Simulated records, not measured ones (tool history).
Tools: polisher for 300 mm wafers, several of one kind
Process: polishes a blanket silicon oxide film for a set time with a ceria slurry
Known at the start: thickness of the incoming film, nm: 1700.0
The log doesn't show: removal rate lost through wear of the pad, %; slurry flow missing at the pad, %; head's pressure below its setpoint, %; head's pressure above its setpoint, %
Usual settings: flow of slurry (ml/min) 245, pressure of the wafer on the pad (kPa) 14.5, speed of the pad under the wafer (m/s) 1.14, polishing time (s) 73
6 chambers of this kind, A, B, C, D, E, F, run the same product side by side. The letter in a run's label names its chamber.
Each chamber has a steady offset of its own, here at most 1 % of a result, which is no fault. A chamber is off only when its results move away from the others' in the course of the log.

run   hour  flow of slurry (ml/min)  pressure of the wafer on the pad (kPa)  speed of the pad under the wafer (m/s)  polishing time (s)  wafers polished on this pad  hours since the slurry nozzle was cleaned  hours since the head pressure was calibrated  film removed (Å)
       2.6  -- chamber A: worn pad replaced by a new one
 1F    5.8                      245                                    14.5                                    1.14                  73                          767                                      473.9                                           559            2581.7
       8.8  -- chamber E: worn pad replaced by a new one
        10  -- chamber D: worn pad replaced by a new one
 2E   10.5                      245                                    14.5                                    1.14                  73                           19                                      177.4                                         561.2            2620.9
 3D     15                      245                                    14.5                                    1.14                  73                           56                                      412.7                                           250            2611.5
 4A   20.6                      245                                    14.5                                    1.14                  73                          202                                      458.8                                         783.1            2630.3
 5B   25.3                      245                                    14.5                                    1.14                  73                          735                                      194.8                                         440.6            2628.1
        27  -- chamber E: head pressure recalibrated
 6C   29.5                      245                                    14.5                                    1.14                  73                          449                                      205.8                                         870.1            2628.1
        35  -- chamber E: slurry nozzle cleaned
      36.9  -- chamber F: worn pad replaced by a new one
 7C   36.9                      245                                    14.5                                    1.14                  73                          531                                      213.2                                         877.5            2611.5
 8F   41.1                      245                                    14.5                                    1.14                  73                           48                                      509.2                                         594.3            2618.7
 9E     46                      245                                    14.5                                    1.14                  73                          416                                       11.1                                          19.1            2653.1
10B   53.2                      245                                    14.5                                    1.14                  73                         1048                                      222.7                                         468.5              2594
11A   59.5                      245                                    14.5                                    1.14                  73                          638                                      497.7                                           822            2630.9
12D   67.6                      245                                    14.5                                    1.14                  73                          645                                      465.3                                         302.6            2604.2
      69.8  -- chamber A: worn pad replaced by a new one
        70  -- chamber B: slurry nozzle cleaned
      71.7  -- chamber C: worn pad replaced by a new one
13B   73.6                      245                                    14.5                                    1.14                  73                         1276                                        3.7                                         488.9            2556.6
      76.5  -- chamber D: slurry nozzle cleaned
14A   81.6                      245                                    14.5                                    1.14                  73                          133                                      519.8                                         844.1            2608.2
15D   86.4                      245                                    15.9                                    1.14                  73                          856                                        9.9                                         321.4            2884.4
      90.2  -- chamber D: worn pad replaced by a new one
16F   91.8                      245                                    15.9                                    1.14                  73                          615                                      559.9                                           645            2845.7
      95.9  -- chamber E: worn pad replaced by a new one
17E   99.2                      245                                    15.9                                    1.14                  73                           37                                       64.3                                          72.3            2912.9
18C  103.6                      245                                    15.9                                    1.14                  73                          357                                      279.9                                         944.2            2856.5
19B  110.3                      245                                    15.9                                    1.14                  73                         1687                                       40.4                                         525.6            2768.8
20D  113.9                      245                                    15.9                                    1.14                  73                          265                                       37.4                                         348.9            2889.4
21C  119.5                      245                                    14.5                                    1.14                  73                          535                                      295.8                                         960.1            2607.1
22F  124.8                      245                                    14.5                                    1.14                  73                          985                                      592.9                                           678            2624.3
       129  -- chamber A: worn pad replaced by a new one
     129.4  -- chamber F: worn pad replaced by a new one
23E  130.4                      245                                    14.5                                    1.14                  73                          387                                       95.5                                         103.5            2632.8
24A  136.2                      245                                    14.5                                    1.14                  73                           80                                      574.4                                         898.7              2607
     136.9  -- chamber C: worn pad replaced by a new one
25C  139.8                      245                                    14.5                                    1.14                  73                           33                                      316.1                                         980.4            2583.1
26B  144.6                      245                                    14.5                                    1.14                  73                         2071                                       74.7                                         559.9            2501.2
27D  152.4                      245                                    14.5                                    1.14                  73                          697                                       75.9                                         387.4            2610.7
28A  160.7                      245                                    14.5                                    1.14                  73                          355                                      598.9                                         923.2            2608.8
29F  166.9                      315                                    14.5                                    1.52                  73                          420                                        635                                         720.1            3594.8
30E  173.7                      315                                    14.5                                    1.52                  73                          872                                      138.8                                         146.8            3563.8
31C  179.1                      315                                    14.5                                    1.52                  73                          473                                      355.4                                        1019.7            3529.2
     181.7  -- chamber D: worn pad replaced by a new one
32B  186.6                      315                                    14.5                                    1.52                  73                         2542                                      116.7                                         601.9            3324.1
33E  193.6                      315                                    14.5                                    1.52                  73                         1094                                      158.7                                         166.7            3563.8
     196.9  -- chamber A: worn pad replaced by a new one
34A  197.4                      315                                    14.5                                    1.52                  73                            6                                      635.6                                         959.9            3558.3
35F  202.7                      245                                    14.5                                    1.14                  73                          821                                      670.8                                         755.9            2591.9
36D  207.7                      245                                    14.5                                    1.14                  73                          291                                      131.2                                         442.7            2616.4

What goes on in this fleet: one chamber off, a drifting gauge, or nothing beyond the chambers' own small offsets? Name the chamber and the cause, if any.

Chamber B drifts away from the others.
Cause: removal rate lost through wear of the pad, % = 7.37.
The log may not tell that from: head's pressure below its setpoint, %.

Here are 4 candidates for chamber B's next run, each the usual settings with a change, their results left as question marks. Which one brings its results back in line with what the others give on the usual settings?
In line means no further than this from the other chambers' mean on the usual settings: film removed (Å) 60
37B-1  213.6                      245                                    14.5                                    1.14                  79                                                                                                                                       ?
37B-2  213.6                      245                                    14.5                                    1.14                  75                                                                                                                                       ?
37B-3  213.6                      245                                    13.8                                    1.14                  71                                                                                                                                       ?
37B-4  213.6                      245                                    14.5                                    1.12                  72                                                                                                                                       ?

The other chambers' mean on the usual settings: film removed (Å) 2611.9
  run  film removed (Å)
37B-1            2617.1
37B-2            2484.6
37B-3            2238.9
37B-4            2343.1
37B-1 brings the chamber back in line.

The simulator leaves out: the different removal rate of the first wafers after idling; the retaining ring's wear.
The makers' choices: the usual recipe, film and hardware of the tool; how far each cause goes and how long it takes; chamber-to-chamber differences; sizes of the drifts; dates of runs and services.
